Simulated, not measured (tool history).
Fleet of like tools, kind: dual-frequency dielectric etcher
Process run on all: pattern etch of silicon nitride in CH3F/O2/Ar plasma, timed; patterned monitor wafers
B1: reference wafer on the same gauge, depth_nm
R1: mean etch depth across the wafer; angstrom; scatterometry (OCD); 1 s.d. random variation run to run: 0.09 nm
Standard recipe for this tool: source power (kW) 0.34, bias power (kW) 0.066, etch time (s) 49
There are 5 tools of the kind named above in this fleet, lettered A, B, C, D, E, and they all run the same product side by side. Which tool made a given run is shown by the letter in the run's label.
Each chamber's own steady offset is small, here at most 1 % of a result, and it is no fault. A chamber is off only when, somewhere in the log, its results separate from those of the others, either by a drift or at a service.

Run 1A, hour 2.9: usual settings; B1 25.609. Result: R1 314.13 angstrom.
Run 2C, hour 5.2: usual settings; B1 25.606. Result: R1 312.87 angstrom.
Run 3D, hour 7.4: usual settings; B1 25.618. Result: R1 313.98 angstrom.
Run 4B, hour 11.2: usual settings; B1 25.596. Result: R1 311.62 angstrom.
Run 5E, hour 13.2: usual settings; B1 25.587. Result: R1 310.69 angstrom.
Run 6E, hour 17.6: usual settings; B1 25.611. Result: R1 311.98 angstrom.
Run 7A, hour 20.4: usual settings; B1 25.591. Result: R1 313.22 angstrom.
Run 8D, hour 23.3: usual settings; B1 25.609. Result: R1 313.05 angstrom.
Run 9B, hour 26.3: usual settings; B1 25.611. Result: R1 311.58 angstrom.
Run 10C, hour 29.3: usual settings; B1 25.59. Result: R1 315.03 angstrom.
Run 11A, hour 33: usual settings; B1 25.607. Result: R1 313.92 angstrom.
Run 12D, hour 36.8: usual settings; B1 25.605. Result: R1 311.49 angstrom.
Run 13B, hour 41.1: usual settings but source power (kW) 0.3; B1 25.596. Result: R1 297.25 angstrom.
Run 14C, hour 45: usual settings but source power (kW) 0.3; B1 25.591. Result: R1 298.19 angstrom.
Run 15E, hour 46.9: usual settings but source power (kW) 0.3; B1 25.596. Result: R1 297.77 angstrom.
Run 16D, hour 49.3: usual settings but source power (kW) 0.3; B1 25.596. Result: R1 296.54 angstrom.
Run 17A, hour 53.4: usual settings but source power (kW) 0.3; B1 25.583. Result: R1 299.2 angstrom.
At hour 54.9: chamber B: wet clean of the chamber.
Run 18B, hour 56.9: usual settings; B1 25.612. Result: R1 320.2 angstrom.
Run 19E, hour 61: usual settings; B1 25.589. Result: R1 311.52 angstrom.
Run 20C, hour 63.5: usual settings; B1 25.614. Result: R1 312.67 angstrom.
Run 21A, hour 67.6: usual settings; B1 25.583. Result: R1 312.21 angstrom.
Run 22D, hour 71.3: usual settings; B1 25.607. Result: R1 311.25 angstrom.
Run 23E, hour 73.4: usual settings; B1 25.583. Result: R1 310.53 angstrom.
Run 24C, hour 76.1: usual settings; B1 25.596. Result: R1 313.24 angstrom.
At hour 76.8: chamber B: source power generator calibrated.
Run 25B, hour 78.1: usual settings but bias power (kW) 0.058, etch time (s) 40; B1 25.591. Result: R1 251.32 angstrom.
Run 26C, hour 80.4: usual settings but bias power (kW) 0.058, etch time (s) 40; B1 25.603. Result: R1 245.49 angstrom.
Run 27A, hour 83.5: usual settings but bias power (kW) 0.058, etch time (s) 40; B1 25.594. Result: R1 245.8 angstrom.
Run 28B, hour 85.6: usual settings but bias power (kW) 0.058, etch time (s) 40; B1 25.611. Result: R1 251.09 angstrom.
Run 29D, hour 88.9: usual settings but bias power (kW) 0.058, etch time (s) 40; B1 25.587. Result: R1 243.01 angstrom.
Run 30E, hour 92.5: usual settings; B1 25.582. Result: R1 312.16 angstrom.
At hour 93.1: chamber D: wet clean of the chamber.
Run 31E, hour 95.3: usual settings; B1 25.597. Result: R1 310.54 angstrom.
Run 32C, hour 98.2: usual settings; B1 25.601. Result: R1 312.93 angstrom.
Run 33B, hour 102: usual settings; B1 25.623. Result: R1 319.56 angstrom.
Run 34A, hour 105.5: usual settings; B1 25.609. Result: R1 314.66 angstrom.
Run 35D, hour 109.6: usual settings; B1 25.583. Result: R1 312.56 angstrom.
Run 36C, hour 111.5: usual settings; B1 25.623. Result: R1 313.86 angstrom.
Run 37E, hour 115.6: usual settings but source power (kW) 0.41; B1 25.612. Result: R1 334.69 angstrom.

Is one chamber out of step, is the gauge drifting, or do the chambers differ by no more than their own small offsets? For an off chamber, give its letter and the likeliest cause.

A service left chamber B off against the others.
Likeliest cause: etch rate over this chamber's usual, % = 2.9.

Below are 4 candidate recipes for chamber B's next run, each the usual settings with a change, their results shown as question marks. Which of them brings B's results back in line with what the other chambers give on the usual settings?
Counts as in line when no further than this from what the other chambers average on the usual settings: R1 3.1 angstrom
Run 38B-1, hour 118.7: usual settings but etch time (s) 49.5. Result: R1 ?.
Run 38B-2, hour 118.7: usual settings but etch time (s) 48.5. Result: R1 ?.
Run 38B-3, hour 118.7: usual settings but source power (kW) 0.36. Result: R1 ?.
Run 38B-4, hour 118.7: usual settings but source power (kW) 0.33, bias power (kW) 0.064. Result: R1 ?.

Average result of the remaining chambers running the usual settings: R1 312.65 angstrom
  run      R1
38B-1  323.24
38B-2  316.71
38B-3  326.93
38B-4  313.07
38B-4 brings the chamber back in line.
